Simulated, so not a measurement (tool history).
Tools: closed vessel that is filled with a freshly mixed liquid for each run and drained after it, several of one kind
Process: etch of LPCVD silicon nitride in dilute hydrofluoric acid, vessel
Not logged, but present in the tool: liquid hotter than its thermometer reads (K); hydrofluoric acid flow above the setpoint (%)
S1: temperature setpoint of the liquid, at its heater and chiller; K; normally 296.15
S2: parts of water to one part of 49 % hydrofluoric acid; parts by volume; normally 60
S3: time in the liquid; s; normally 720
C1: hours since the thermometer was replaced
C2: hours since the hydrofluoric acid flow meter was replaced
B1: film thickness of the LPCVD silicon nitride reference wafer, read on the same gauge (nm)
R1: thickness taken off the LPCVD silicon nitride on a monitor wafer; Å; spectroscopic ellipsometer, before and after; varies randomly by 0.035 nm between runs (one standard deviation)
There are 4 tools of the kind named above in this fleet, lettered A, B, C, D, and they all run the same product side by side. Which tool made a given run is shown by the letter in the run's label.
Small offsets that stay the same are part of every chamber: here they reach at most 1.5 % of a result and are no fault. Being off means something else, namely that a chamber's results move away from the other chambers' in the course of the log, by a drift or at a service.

Run 1D, hour 8.3: usual settings; C1 933.1; C2 537.2; B1 50.032. Result: R1 54.239 Å.
Run 2B, hour 19.8: usual settings; C1 953.7; C2 1527.0; B1 49.952. Result: R1 54.919 Å.
Run 3C, hour 32.0: usual settings; C1 769.7; C2 137.6; B1 49.975. Result: R1 54.754 Å.
Run 4A, hour 45.2: usual settings; C1 791.0; C2 377.6; B1 50.012. Result: R1 54.623 Å.
Run 5C, hour 54.3: usual settings; C1 792.0; C2 159.9; B1 49.985. Result: R1 54.735 Å.
Run 6A, hour 61.3: usual settings; C1 807.1; C2 393.7; B1 50.028. Result: R1 54.604 Å.
Run 7D, hour 67.3: usual settings; C1 992.1; C2 596.2; B1 49.981. Result: R1 54.547 Å.
Run 8B, hour 78.0: usual settings but S1 293.15 K; C1 1011.9; C2 1585.2; B1 50.046. Result: R1 45.235 Å.
Run 9A, hour 91.6: usual settings but S1 293.15 K; C1 837.4; C2 424.0; B1 49.985. Result: R1 44.331 Å.
Run 10B, hour 103.0: usual settings but S1 293.15 K; C1 1036.9; C2 1610.2; B1 49.987. Result: R1 44.425 Å.
Run 11C, hour 111.8: usual settings but S1 293.15 K; C1 849.5; C2 217.4; B1 50.031. Result: R1 43.946 Å.
Run 12D, hour 120.0: usual settings; C1 1044.8; C2 648.9; B1 50.018. Result: R1 54.902 Å.
Run 13A, hour 130.8: usual settings; C1 876.6; C2 463.2; B1 49.986. Result: R1 54.973 Å.
Run 14D, hour 141.2: usual settings; C1 1066.0; C2 670.1; B1 50.011. Result: R1 55.588 Å.
Run 15B, hour 152.2: usual settings; C1 1086.1; C2 1659.4; B1 49.921. Result: R1 55.166 Å.
Run 16C, hour 160.2: usual settings but S1 294.65 K; C1 897.9; C2 265.8; B1 50.002. Result: R1 49.404 Å.
Run 17A, hour 168.6: usual settings but S1 294.65 K; C1 914.4; C2 501.0; B1 49.995. Result: R1 50.113 Å.
Run 18C, hour 182.2: usual settings but S1 294.65 K; C1 919.9; C2 287.8; B1 50.001. Result: R1 48.871 Å.
Run 19D, hour 191.3: usual settings but S1 294.65 K; C1 1116.1; C2 720.2; B1 49.968. Result: R1 50.401 Å.
Run 20B, hour 199.5: usual settings; C1 1133.4; C2 1706.7; B1 49.953. Result: R1 54.717 Å.
Run 21D, hour 206.7: usual settings; C1 1131.5; C2 735.6; B1 49.997. Result: R1 56.187 Å.
Run 22A, hour 220.3: usual settings but S2 75 parts by volume; C1 966.1; C2 552.7; B1 50.045. Result: R1 44.025 Å.
Run 23C, hour 233.1: usual settings but S2 75 parts by volume; C1 970.8; C2 338.7; B1 50.003. Result: R1 43.825 Å.
Run 24B, hour 244.5: usual settings but S2 75 parts by volume; C1 1178.4; C2 1751.7; B1 50.006. Result: R1 44.061 Å.
Run 25D, hour 252.5: usual settings but S2 75 parts by volume; C1 1177.3; C2 781.4; B1 49.997. Result: R1 44.723 Å.
Run 26A, hour 263.1: usual settings; C1 1008.9; C2 595.5; B1 49.979. Result: R1 55.069 Å.
Run 27B, hour 273.9: usual settings; C1 1207.8; C2 1781.1; B1 50.012. Result: R1 54.577 Å.
Run 28C, hour 286.7: usual settings; C1 1024.4; C2 392.3; B1 50.004. Result: R1 54.583 Å.
Run 29A, hour 293.2: usual settings but S1 293.65 K; C1 1039.0; C2 625.6; B1 50.045. Result: R1 45.878 Å.
Run 30B, hour 305.6: usual settings but S1 293.65 K; C1 1239.5; C2 1812.8; B1 49.997. Result: R1 46.424 Å.
Run 31C, hour 313.1: usual settings but S1 293.65 K; C1 1050.8; C2 418.7; B1 49.976. Result: R1 45.762 Å.
Run 32D, hour 322.2: usual settings but S1 293.65 K; C1 1247.0; C2 851.1; B1 50.037. Result: R1 48.216 Å.
Run 33B, hour 331.8: usual settings; C1 1265.7; C2 1839.0; B1 50.024. Result: R1 54.191 Å.
Run 34D, hour 342.0: usual settings; C1 1266.8; C2 870.9; B1 50.028. Result: R1 57.097 Å.
Run 35A, hour 355.6: usual settings; C1 1101.4; C2 688.0; B1 50.006. Result: R1 55.366 Å.
Run 36C, hour 363.3: usual settings; C1 1101.0; C2 468.9; B1 49.972. Result: R1 55.037 Å.
Run 37A, hour 370.3: usual settings; C1 1116.1; C2 702.7; B1 49.958. Result: R1 55.514 Å.
Run 38D, hour 376.5: usual settings; C1 1301.3; C2 905.4; B1 50.050. Result: R1 57.886 Å.
Run 39B, hour 384.4: usual settings; C1 1318.3; C2 1891.6; B1 50.056. Result: R1 54.867 Å.

All 4 chambers run these settings next. Forecast each chamber's results:
Run 40A, hour 394.2: usual settings. Result: R1 ?.
Run 40B, hour 394.2: usual settings. Result: R1 ?.
Run 40C, hour 394.2: usual settings. Result: R1 ?.
Run 40D, hour 394.2: usual settings. Result: R1 ?.

run      R1
40A  54.948
40B  54.125
40C  54.677
40D  57.979

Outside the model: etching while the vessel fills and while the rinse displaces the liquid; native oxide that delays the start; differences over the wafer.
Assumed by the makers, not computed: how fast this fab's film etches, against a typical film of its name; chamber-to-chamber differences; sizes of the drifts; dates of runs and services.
